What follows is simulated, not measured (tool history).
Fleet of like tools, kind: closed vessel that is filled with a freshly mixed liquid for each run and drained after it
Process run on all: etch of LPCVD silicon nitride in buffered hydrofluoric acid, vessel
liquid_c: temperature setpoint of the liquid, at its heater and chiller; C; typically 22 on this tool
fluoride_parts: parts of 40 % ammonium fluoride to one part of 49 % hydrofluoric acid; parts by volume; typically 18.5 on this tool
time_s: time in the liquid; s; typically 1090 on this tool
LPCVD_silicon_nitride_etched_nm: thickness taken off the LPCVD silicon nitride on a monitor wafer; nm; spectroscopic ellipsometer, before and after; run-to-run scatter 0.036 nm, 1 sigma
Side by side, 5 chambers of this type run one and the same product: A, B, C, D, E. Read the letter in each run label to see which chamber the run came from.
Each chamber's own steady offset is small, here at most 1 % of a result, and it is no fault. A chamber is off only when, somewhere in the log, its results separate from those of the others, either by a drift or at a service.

run,hour,liquid_c,fluoride_parts,time_s,hours since the thermometer was replaced,hours since the hydrofluoric acid flow meter was replaced,"read-back film thickness of the LPCVD silicon nitride reference wafer, read on the same gauge (nm)",LPCVD_silicon_nitride_etched_nm
1E,2.3,22,18.5,1090,1258,183.5,59.998,7.4263
2C,6.4,22,18.5,1090,1135.5,482.5,60.021,7.463
# hour 7.8: chamber E: thermometer replaced
3D,9.5,22,18.5,1090,464.8,720.1,60.079,7.496
4B,13.5,22,18.5,1090,628.8,1416.5,60.001,7.4252
5A,16.3,22,18.5,1090,548.9,910.1,60.011,7.3667
6C,20.7,22,18.5,1090,1149.8,496.8,59.96,7.4217
7D,25.3,22,18.5,1090,480.6,735.9,60.017,7.4881
8A,29.1,22,18.5,1090,561.7,922.9,59.988,7.3032
9E,32.6,22,18.5,1090,24.9,213.8,59.956,7.4273
10B,34.8,22,18.5,1090,650.1,1437.8,60.012,7.4669
11D,39.9,22,18.5,1090,495.2,750.5,59.988,7.5249
12E,42.6,22,18.5,1090,34.9,223.8,59.986,7.4285
13B,45.8,22,18.5,1090,661.1,1448.8,59.981,7.4224
14A,49.8,22,25,1090,582.4,943.6,59.953,5.8887
15C,54.3,22,25,1090,1183.4,530.4,60.067,5.7829
16B,57.5,22,25,1090,672.8,1460.5,60.019,5.8876
17A,59.8,22,25,1090,592.4,953.6,59.963,5.8472
18E,64.3,22,25,1090,56.6,245.5,60.004,5.9013
19C,68.6,22,18.5,1090,1197.7,544.7,60.009,7.2033
20D,73.2,22,18.5,1090,528.5,783.8,60.001,7.5064
21C,77.8,22,18.5,1090,1206.9,553.9,59.996,7.2362
22A,81.5,22,18.5,1090,614.1,975.3,59.989,7.3933
23B,84.3,22,18.5,1090,699.6,1487.3,60.001,7.4195
24E,89.3,22,18.5,1090,81.6,270.5,60.032,7.4197
25D,93.4,22,18.5,1090,548.7,804,60.023,7.4625
26E,97.3,22,18.5,1090,89.6,278.5,59.972,7.422
27A,99.5,22,18.5,1090,632.1,993.3,60.003,7.3632
28B,103.8,22,18.5,1090,719.1,1506.8,60.029,7.498
29D,107.2,22,18.5,1090,562.5,817.8,59.927,7.4579
30C,111.9,22,18.5,1090,1241,588,60.029,7.0628
31C,114.4,22,18.5,1090,1243.5,590.5,60.016,7.0716
32B,118.3,22,18.5,1090,733.6,1521.3,60.025,7.3668
33E,123.3,22,18.5,1090,115.6,304.5,59.992,7.4102
34D,126.8,22,18.5,1090,582.1,837.4,59.952,7.4604
35A,131.7,22,18.5,1090,664.3,1025.5,60.004,7.4336
36C,134,22,18.5,1090,1263.1,610.1,60.043,7.073
37D,136.5,22,18.5,1090,591.8,847.1,59.951,7.4612
38B,140.4,22,18.5,1090,755.7,1543.4,59.985,7.4656
39A,143.2,22,18.5,1090,675.8,1037,60.003,7.3241
40E,147.6,22,18.5,1090,139.9,328.8,60.048,7.4431
41E,150.7,22,18.5,1090,143,331.9,59.952,7.4679

Read the log: is a single chamber off, either drifting away or since a service, is the gauge that measures every chamber drifting, or is nothing wrong beyond small per-chamber offsets? Name any odd chamber and what most likely caused it.

Little by little, chamber C moves away from the other chambers.
Cause: liquid colder than its thermometer reads (K) = 1.21.
With only this log, it may be confused with: hydrofluoric acid flow below the setpoint (%).

Here are 4 candidates for chamber C's next run, each the usual settings with a change, their results left as question marks. Which one brings its results back in line with what the others give on the usual settings?
In line here means within this much of the mean the other chambers give on the usual settings: LPCVD_silicon_nitride_etched_nm 0.13 nm
42C-1,154.3,22,18.5,1115,,,,?
42C-2,154.3,22,18,1135,,,,?
42C-3,154.3,22,19,1090,,,,?
42C-4,154.3,22,19,1040,,,,?

The other chambers' mean on the usual settings: LPCVD_silicon_nitride_etched_nm 7.4312 nm
run,LPCVD_silicon_nitride_etched_nm
42C-1,7.1217
42C-2,7.4497
42C-3,6.7802
42C-4,6.4691
It is 42C-2 that realigns the chamber with its peers.
